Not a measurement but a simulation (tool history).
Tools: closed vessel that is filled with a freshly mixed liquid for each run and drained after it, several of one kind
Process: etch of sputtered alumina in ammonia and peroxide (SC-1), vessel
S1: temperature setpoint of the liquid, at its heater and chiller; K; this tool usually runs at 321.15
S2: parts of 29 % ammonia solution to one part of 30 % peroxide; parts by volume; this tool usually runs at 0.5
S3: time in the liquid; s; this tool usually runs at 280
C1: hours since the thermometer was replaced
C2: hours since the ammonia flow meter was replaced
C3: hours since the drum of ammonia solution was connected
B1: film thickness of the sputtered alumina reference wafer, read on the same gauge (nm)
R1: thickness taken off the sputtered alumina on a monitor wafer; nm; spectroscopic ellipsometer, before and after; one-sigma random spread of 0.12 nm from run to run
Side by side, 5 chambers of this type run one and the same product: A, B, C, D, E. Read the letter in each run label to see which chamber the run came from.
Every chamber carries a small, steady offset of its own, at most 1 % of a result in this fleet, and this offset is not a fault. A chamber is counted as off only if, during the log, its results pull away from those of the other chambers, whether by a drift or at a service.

run	hour	S1	S2	S3	C1	C2	C3	B1	R1
1D	7.6	321.15	0.5	280	1262.1	300.6	110.4	50.022	17.561
2E	12.9	321.15	0.5	280	1552.1	145.2	444.5	49.997	17.542
# hour 21.1: chamber B: thermometer replaced
3C	22.1	321.15	0.5	280	640.5	496.1	107.6	50.017	17.388
4B	30.6	321.15	0.5	280	9.6	1215.4	330.1	50.009	17.589
5A	34.8	321.15	0.5	280	679.9	681.3	713.2	50.007	17.74
6D	39.5	321.15	0.5	280	1294	332.5	142.3	49.97	17.743
7C	45.9	321.15	0.5	280	664.3	519.9	131.4	50.012	17.488
8E	52.5	321.15	0.5	280	1591.7	184.8	484.1	49.998	17.735
9B	57.3	321.15	0.5	280	36.3	1242.1	356.8	49.999	17.798
10A	64.4	329.15	0.5	115	709.5	710.9	742.8	49.987	11.064
11A	68.8	329.15	0.5	115	713.9	715.3	747.2	49.992	11.237
12D	77.9	329.15	0.5	115	1332.4	370.9	180.7	49.994	11.123
13E	83	329.15	0.5	115	1622.2	215.3	514.6	50.001	11.049
# hour 89.1: chamber D: ammonia flow meter replaced
14C	89.8	329.15	0.5	115	708.2	563.8	175.3	49.981	11.091
15B	96.4	321.15	0.5	280	75.4	1281.2	395.9	49.988	17.63
16C	104	321.15	0.5	280	722.4	578	189.5	49.995	17.493
17A	111.8	321.15	0.5	280	756.9	758.3	790.2	50.011	17.402
18E	120.9	321.15	0.5	280	1660.1	253.2	552.5	49.975	17.303
19D	126.7	321.15	0.5	280	1381.2	37.6	229.5	49.995	17.613
20B	134.9	321.15	0.5	280	113.9	1319.7	434.4	50.002	17.567
21B	139.2	321.15	0.5	280	118.2	1324	438.7	50.001	17.537
22E	143.8	321.15	0.5	280	1683	276.1	575.4	50.007	17.248
23C	150.3	321.15	0.5	280	768.7	624.3	235.8	49.988	17.414
# hour 150.4: chamber A: new drum of ammonia solution connected
24A	158.9	321.15	0.5	280	804	805.4	8.6	49.995	17.421
25D	165.2	321.15	0.5	280	1419.7	76.1	268	50.014	17.593
26A	174.6	321.15	0.5	280	819.7	821.1	24.3	49.991	17.474
# hour 180.4: chamber B: new drum of ammonia solution connected
27C	182.2	321.15	0.5	280	800.6	656.2	267.7	49.995	17.448
28B	188.4	321.15	0.5	280	167.4	1373.2	8	50.022	17.832
29D	195	321.15	0.5	280	1449.5	105.9	297.8	49.991	17.743
30E	204.3	321.15	0.5	280	1743.5	336.6	635.9	49.987	16.89
31C	211.2	321.15	0.5	280	829.6	685.2	296.7	50.003	17.457
32E	220.6	321.15	0.5	280	1759.8	352.9	652.2	49.992	16.711
33B	227	321.15	0.5	280	206	1411.8	46.6	49.983	17.592
34A	232.5	321.15	0.5	280	877.6	879	82.2	49.989	17.537
35D	240.9	321.15	0.5	280	1495.4	151.8	343.7	50.002	17.566
36A	249.1	321.15	0.5	390	894.2	895.6	98.8	50.005	24.256

The same settings go to every chamber for the next run, one line per chamber below. Forecast the results for each:
37A	255.9	321.15	0.5	280					?
37B	255.9	321.15	0.5	280					?
37C	255.9	321.15	0.5	280					?
37D	255.9	321.15	0.5	280					?
37E	255.9	321.15	0.5	280					?

run	R1
37A	17.615
37B	17.564
37C	17.716
37D	17.317
37E	16.489
